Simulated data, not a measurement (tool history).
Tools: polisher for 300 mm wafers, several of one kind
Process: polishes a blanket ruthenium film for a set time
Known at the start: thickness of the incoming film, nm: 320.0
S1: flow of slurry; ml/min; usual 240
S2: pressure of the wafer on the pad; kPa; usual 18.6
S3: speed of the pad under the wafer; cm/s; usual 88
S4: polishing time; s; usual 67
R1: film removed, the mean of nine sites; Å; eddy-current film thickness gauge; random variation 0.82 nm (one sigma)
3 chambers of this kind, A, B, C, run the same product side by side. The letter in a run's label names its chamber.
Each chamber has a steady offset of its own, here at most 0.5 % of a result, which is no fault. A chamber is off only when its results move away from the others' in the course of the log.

Run 1B, hour 9.6: usual settings. Result: R1 715.45 Å.
Run 2A, hour 17.1: usual settings. Result: R1 723.08 Å.
At hour 23.5: chamber C: worn pad replaced by a new one.
Run 3C, hour 26.9: usual settings. Result: R1 727.90 Å.
Run 4C, hour 33.4: usual settings. Result: R1 722.68 Å.
At hour 39.2: chamber A: slurry nozzle cleaned.
Run 5A, hour 45.0: usual settings. Result: R1 737.48 Å.
Run 6B, hour 54.0: usual settings. Result: R1 736.99 Å.
Run 7A, hour 64.4: usual settings. Result: R1 723.86 Å.
Run 8C, hour 72.8: usual settings. Result: R1 719.35 Å.
At hour 80.3: chamber A: worn pad replaced by a new one.
Run 9B, hour 82.2: usual settings. Result: R1 719.59 Å.
Run 10B, hour 89.2: usual settings but S1 285 ml/min, S4 52 s. Result: R1 559.35 Å.
At hour 91.3: chamber C: worn pad replaced by a new one.
At hour 94.5: chamber B: worn pad replaced by a new one.
Run 11C, hour 96.7: usual settings but S1 285 ml/min, S4 52 s. Result: R1 577.55 Å.
Run 12A, hour 105.7: usual settings but S1 285 ml/min, S4 52 s. Result: R1 570.45 Å.
Run 13B, hour 115.3: usual settings. Result: R1 722.60 Å.
Run 14C, hour 126.4: usual settings. Result: R1 724.60 Å.
Run 15A, hour 135.7: usual settings. Result: R1 717.62 Å.
Run 16C, hour 146.2: usual settings. Result: R1 728.52 Å.
Run 17B, hour 153.3: usual settings. Result: R1 703.97 Å.
Run 18A, hour 163.4: usual settings but S2 21.4 kPa. Result: R1 848.17 Å.
Run 19A, hour 173.9: usual settings but S2 21.4 kPa. Result: R1 830.70 Å.
At hour 175.7: chamber C: worn pad replaced by a new one.
Run 20C, hour 184.6: usual settings but S2 21.4 kPa. Result: R1 830.84 Å.
Run 21B, hour 192.7: usual settings. Result: R1 724.34 Å.
Run 22A, hour 200.0: usual settings. Result: R1 733.31 Å.
Run 23C, hour 209.1: usual settings but S1 290 ml/min. Result: R1 720.29 Å.
At hour 212.0: chamber B: worn pad replaced by a new one.
At hour 217.0: chamber A: worn pad replaced by a new one.
Run 24B, hour 217.9: usual settings but S1 290 ml/min. Result: R1 738.91 Å.
At hour 221.4: chamber C: head pressure recalibrated.
Run 25A, hour 225.2: usual settings but S1 290 ml/min. Result: R1 735.33 Å.
Run 26C, hour 235.8: usual settings. Result: R1 739.84 Å.
Run 27B, hour 244.4: usual settings. Result: R1 727.82 Å.
Run 28C, hour 250.9: usual settings but S3 62 cm/s, S4 82 s. Result: R1 639.11 Å.
Run 29B, hour 262.3: usual settings but S3 62 cm/s, S4 82 s. Result: R1 635.56 Å.

All 3 chambers run these settings next. Forecast each chamber's results:
Run 30A, hour 271.0: usual settings but S4 52 s. Result: R1 ?.
Run 30B, hour 271.0: usual settings but S4 52 s. Result: R1 ?.
Run 30C, hour 271.0: usual settings but S4 52 s. Result: R1 ?.

run      R1
30A  554.99
30B  558.57
30C  567.00
